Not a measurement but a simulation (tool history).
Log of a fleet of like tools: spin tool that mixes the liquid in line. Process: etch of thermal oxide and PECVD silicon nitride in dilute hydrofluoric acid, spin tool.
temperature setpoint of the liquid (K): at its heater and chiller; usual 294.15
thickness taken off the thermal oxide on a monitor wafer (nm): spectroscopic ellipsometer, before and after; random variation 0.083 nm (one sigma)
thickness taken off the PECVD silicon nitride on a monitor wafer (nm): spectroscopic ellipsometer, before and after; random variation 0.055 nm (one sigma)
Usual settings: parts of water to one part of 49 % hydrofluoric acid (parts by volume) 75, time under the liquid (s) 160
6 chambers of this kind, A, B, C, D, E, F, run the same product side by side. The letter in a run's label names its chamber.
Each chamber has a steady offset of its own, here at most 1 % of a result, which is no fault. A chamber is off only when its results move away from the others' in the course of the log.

run,hour,temperature setpoint of the liquid (K),parts of water to one part of 49 % hydrofluoric acid (parts by volume),time under the liquid (s),hours since the thermometer was replaced,hours since the hydrofluoric acid flow meter was replaced,"read-back film thickness of the thermal oxide reference wafer, read on the same gauge (nm)","read-back film thickness of the PECVD silicon nitride reference wafer, read on the same gauge (nm)",thickness taken off the thermal oxide on a monitor wafer (nm),thickness taken off the PECVD silicon nitride on a monitor wafer (nm)
1B,5.9,294.15,75,160,842.3,347.9,50.011,49.999,9.1543,9.7543
2D,13.0,294.15,75,160,377.5,494.7,50.000,49.998,8.9430,9.8130
3A,21.2,294.15,75,160,110.0,184.0,49.988,50.001,9.1399,9.8725
4C,25.8,294.15,75,160,405.0,2600.3,49.986,49.988,9.1522,9.8027
5F,33.9,294.15,75,160,726.0,968.9,50.013,49.990,9.1990,9.7802
6E,40.2,290.15,75,160,1634.9,605.1,49.991,50.001,7.7323,7.5109
7E,46.5,290.15,75,160,1641.2,611.4,50.008,50.020,7.7613,7.5301
8A,50.7,290.15,75,160,139.5,213.5,49.984,49.971,7.6138,7.4508
9D,55.5,290.15,75,160,420.0,537.2,49.995,49.996,7.7743,7.4774
10B,62.2,290.15,75,160,898.6,404.2,50.016,49.983,7.7881,7.3798
11C,68.1,290.15,75,160,447.3,2642.6,49.972,50.014,7.5447,7.3707
12F,73.3,294.15,75,160,765.4,1008.3,50.012,49.988,9.1428,9.7524
13B,78.0,294.15,75,160,914.4,420.0,50.019,49.997,9.1538,9.8031
14A,85.8,294.15,75,160,174.6,248.6,50.005,50.006,9.1046,9.9197
15F,89.9,294.15,75,160,782.0,1024.9,50.034,50.009,9.2698,9.7945
16C,98.4,290.15,75,160,477.6,2672.9,50.020,50.005,7.6497,7.3733
17E,106.7,290.15,75,160,1701.4,671.6,49.989,49.994,7.7288,7.4792
18D,115.1,290.15,75,160,479.6,596.8,50.031,49.985,7.7001,7.4281
19B,123.1,290.15,75,160,959.5,465.1,49.988,49.986,7.7512,7.3576
# hour 123.9: chamber C: hydrofluoric acid flow meter replaced
20A,130.2,290.15,75,160,219.0,293.0,50.010,49.988,7.8343,7.4777
21E,136.6,290.15,75,160,1731.3,701.5,50.002,50.008,7.6708,7.4212
22D,143.0,294.15,75,160,507.5,624.7,49.963,49.994,8.9658,9.7981
23C,150.4,294.15,75,220,529.6,26.5,49.982,50.019,12.6840,13.5600
24F,154.3,294.15,75,220,846.4,1089.3,50.026,50.010,12.5680,13.5320
25E,160.2,294.15,75,220,1754.9,725.1,50.007,50.007,12.4820,13.5430
26B,166.0,294.15,75,220,1002.4,508.0,50.022,50.017,12.6580,13.5310
27D,171.9,294.15,75,220,536.4,653.6,50.003,50.008,12.4320,13.3830
28C,177.7,294.15,75,220,556.9,53.8,49.991,50.004,12.6400,13.5590
29F,184.5,294.15,75,160,876.6,1119.5,50.008,49.994,9.1761,9.8047
30A,193.0,294.15,75,160,281.8,355.8,49.969,50.002,9.0762,9.8140
31C,197.3,294.15,75,160,576.5,73.4,49.976,50.009,9.1251,9.7118
# hour 199.5: chamber F: hydrofluoric acid flow meter replaced
32F,204.2,292.15,75,230,896.3,4.8,49.999,49.993,12.2430,12.3390
33B,211.8,292.15,75,230,1048.2,553.8,49.986,50.000,11.9760,12.1650
34D,218.4,292.15,75,230,582.9,700.1,50.009,50.008,11.9600,12.2490
35A,226.3,292.15,75,230,315.1,389.1,50.002,49.997,12.0100,12.3510
36E,231.5,292.15,75,230,1826.2,796.4,49.977,49.999,12.0180,12.2670
37C,239.5,292.15,75,230,618.7,115.6,50.003,50.012,11.9590,12.2390
38D,245.4,292.65,75,120,609.9,727.1,49.979,50.018,6.2708,6.5708
39E,249.9,292.65,75,120,1844.6,814.8,50.000,49.987,6.4070,6.7051
40A,258.0,292.65,75,120,346.8,420.8,50.012,50.009,6.3994,6.6535
41B,266.1,292.65,75,120,1102.5,608.1,50.028,50.035,6.5002,6.5947
42F,272.6,292.65,75,120,964.7,73.2,50.040,49.998,6.4880,6.6434

Next, every chamber runs the same settings. What will each give?
43A,278.7,294.15,75,70,,,,,?,?
43B,278.7,294.15,75,70,,,,,?,?
43C,278.7,294.15,75,70,,,,,?,?
43D,278.7,294.15,75,70,,,,,?,?
43E,278.7,294.15,75,70,,,,,?,?
43F,278.7,294.15,75,70,,,,,?,?

run,thickness taken off the thermal oxide on a monitor wafer (nm),thickness taken off the PECVD silicon nitride on a monitor wafer (nm)
43A,3.9718,4.3092
43B,3.9671,4.2675
43C,3.9783,4.3037
43D,3.9492,4.2928
43E,3.9556,4.3282
43F,4.0359,4.2560

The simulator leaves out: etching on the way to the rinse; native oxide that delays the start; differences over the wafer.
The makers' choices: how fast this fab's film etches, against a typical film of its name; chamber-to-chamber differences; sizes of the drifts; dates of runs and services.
